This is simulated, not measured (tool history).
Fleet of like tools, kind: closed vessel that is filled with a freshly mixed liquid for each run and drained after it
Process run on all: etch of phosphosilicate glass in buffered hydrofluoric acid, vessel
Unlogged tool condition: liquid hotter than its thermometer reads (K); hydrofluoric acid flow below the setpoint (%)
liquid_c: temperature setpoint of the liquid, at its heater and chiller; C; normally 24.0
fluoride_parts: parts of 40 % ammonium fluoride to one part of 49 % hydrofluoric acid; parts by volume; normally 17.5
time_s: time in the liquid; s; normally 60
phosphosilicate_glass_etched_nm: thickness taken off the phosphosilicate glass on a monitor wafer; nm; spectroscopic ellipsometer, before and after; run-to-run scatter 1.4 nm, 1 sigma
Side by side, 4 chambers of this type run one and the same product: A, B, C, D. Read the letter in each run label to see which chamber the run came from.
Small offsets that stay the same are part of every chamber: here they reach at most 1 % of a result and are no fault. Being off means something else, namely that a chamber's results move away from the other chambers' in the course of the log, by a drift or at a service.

run   hour  liquid_c  fluoride_parts  time_s  hours since the thermometer was replaced  hours since the hydrofluoric acid flow meter was replaced  read-back film thickness of the phosphosilicate glass reference wafer, read on the same gauge (nm)  phosphosilicate_glass_etched_nm
 1B    8.0      24.0            17.5      60                                     764.0                                                      677.7                                                                                              50.003                           255.26
 2A   16.5      24.0            17.5      60                                    1136.3                                                      625.9                                                                                              49.985                           254.14
 3D   26.9      24.0            17.5      60                                    1358.2                                                      835.1                                                                                              50.010                           254.18
 4C   34.7      24.0            17.5      60                                     102.9                                                      727.5                                                                                              50.010                           254.83
 5B   39.5      24.0            17.5      60                                     795.5                                                      709.2                                                                                              50.003                           256.88
 6D   48.2      24.0            17.5      60                                    1379.5                                                      856.4                                                                                              50.001                           252.18
 7C   55.3      24.0            17.5      60                                     123.5                                                      748.1                                                                                              49.994                           256.83
 8A   61.1      24.0            17.5      95                                    1180.9                                                      670.5                                                                                              50.003                           406.85
 9A   66.3      24.0            17.5      95                                    1186.1                                                      675.7                                                                                              49.996                           401.34
10C   73.1      24.0            17.5      95                                     141.3                                                      765.9                                                                                              50.005                           409.64
11B   83.5      24.0            17.5      95                                     839.5                                                      753.2                                                                                              49.977                           405.92
12D   93.7      24.0            17.5      60                                    1425.0                                                      901.9                                                                                              49.998                           252.65
13D  100.2      24.0            17.5      60                                    1431.5                                                      908.4                                                                                              50.009                           255.05
14A  110.8      24.0            17.5      60                                    1230.6                                                      720.2                                                                                              49.988                           255.99
15C  121.6      24.0            17.5      60                                     189.8                                                      814.4                                                                                              49.980                           257.00
16B  131.7      24.0            17.5      60                                     887.7                                                      801.4                                                                                              49.987                           253.16
17C  140.3      24.0            17.5      60                                     208.5                                                      833.1                                                                                              49.991                           258.72
18B  150.2      24.0            17.5      60                                     906.2                                                      819.9                                                                                              49.991                           256.96
19D  158.2      24.0            17.5      60                                    1489.5                                                      966.4                                                                                              50.010                           255.20
20A  169.0      24.0            17.5      60                                    1288.8                                                      778.4                                                                                              50.002                           257.08
21D  174.8      24.0            17.5      60                                    1506.1                                                      983.0                                                                                              49.980                           255.66
22C  185.5      24.0            17.5      60                                     253.7                                                      878.3                                                                                              49.998                           255.14
23B  193.2      24.0            17.5      60                                     949.2                                                      862.9                                                                                              49.988                           254.76
24A  199.9      24.0            17.5      60                                    1319.7                                                      809.3                                                                                              49.992                           263.79
25D  207.3      24.0            17.5      60                                    1538.6                                                     1015.5                                                                                              50.009                           255.45
26A  218.0      24.0            17.5      60                                    1337.8                                                      827.4                                                                                              50.028                           262.87
27C  226.8      24.0            17.5      60                                     295.0                                                      919.6                                                                                              49.999                           255.22
28B  234.1      24.0            17.5      60                                     990.1                                                      903.8                                                                                              49.989                           253.93
29A  242.1      20.5            17.5      60                                    1361.9                                                      851.5                                                                                              49.988                           217.55
30B  247.4      20.5            17.5      60                                    1003.4                                                      917.1                                                                                              49.976                           211.22
31C  257.9      20.5            17.5      60                                     326.1                                                      950.7                                                                                              50.012                           213.61
32D  265.4      20.5            17.5      60                                    1596.7                                                     1073.6                                                                                              50.010                           208.93
33B  275.1      24.0            17.5      60                                    1031.1                                                      944.8                                                                                              50.004                           255.35
34A  285.3      24.0            17.5      60                                    1405.1                                                      894.7                                                                                              50.006                           267.98
35D  293.7      24.0            17.5      60                                    1625.0                                                     1101.9                                                                                              50.009                           256.52
36C  300.2      21.5            17.5      60                                     368.4                                                      993.0                                                                                              49.996                           221.60
37B  309.7      21.5            17.5      60                                    1065.7                                                      979.4                                                                                              50.012                           225.19
38D  316.4      21.5            17.5      60                                    1647.7                                                     1124.6                                                                                              49.987                           221.14
39A  322.8      21.5            17.5      60                                    1442.6                                                      932.2                                                                                              49.988                           238.19

What goes on in this fleet: one chamber off, a drifting gauge, or nothing beyond the chambers' own small offsets? Name the chamber and the cause, if any.

Little by little, chamber A moves away from the other chambers.
Likeliest cause: liquid hotter than its thermometer reads (K) = 1.17.
The log may not tell that from: hydrofluoric acid flow above the setpoint (%).

Which of the 4 candidates below, each the usual settings with something changed and its results left as question marks, puts chamber A back in line with what the other chambers give on the usual settings?
In line means no further than this from the other chambers' mean on the usual settings: phosphosilicate_glass_etched_nm 5.00 nm
40A-1  330.6      23.5            18.0      60                                                                                                                                                                                                                                         ?
40A-2  330.6      24.5            17.0      60                                                                                                                                                                                                                                         ?
40A-3  330.6      24.0            17.0      60                                                                                                                                                                                                                                         ?
40A-4  330.6      23.5            17.5      60                                                                                                                                                                                                                                         ?

On the usual settings, the other chambers give on average: phosphosilicate_glass_etched_nm 256.05 nm
  run  phosphosilicate_glass_etched_nm
40A-1                           257.26
40A-2                           287.52
40A-3                           279.68
40A-4                           264.43
Change 40A-1 lands the chamber within the allowed miss of the other chambers.
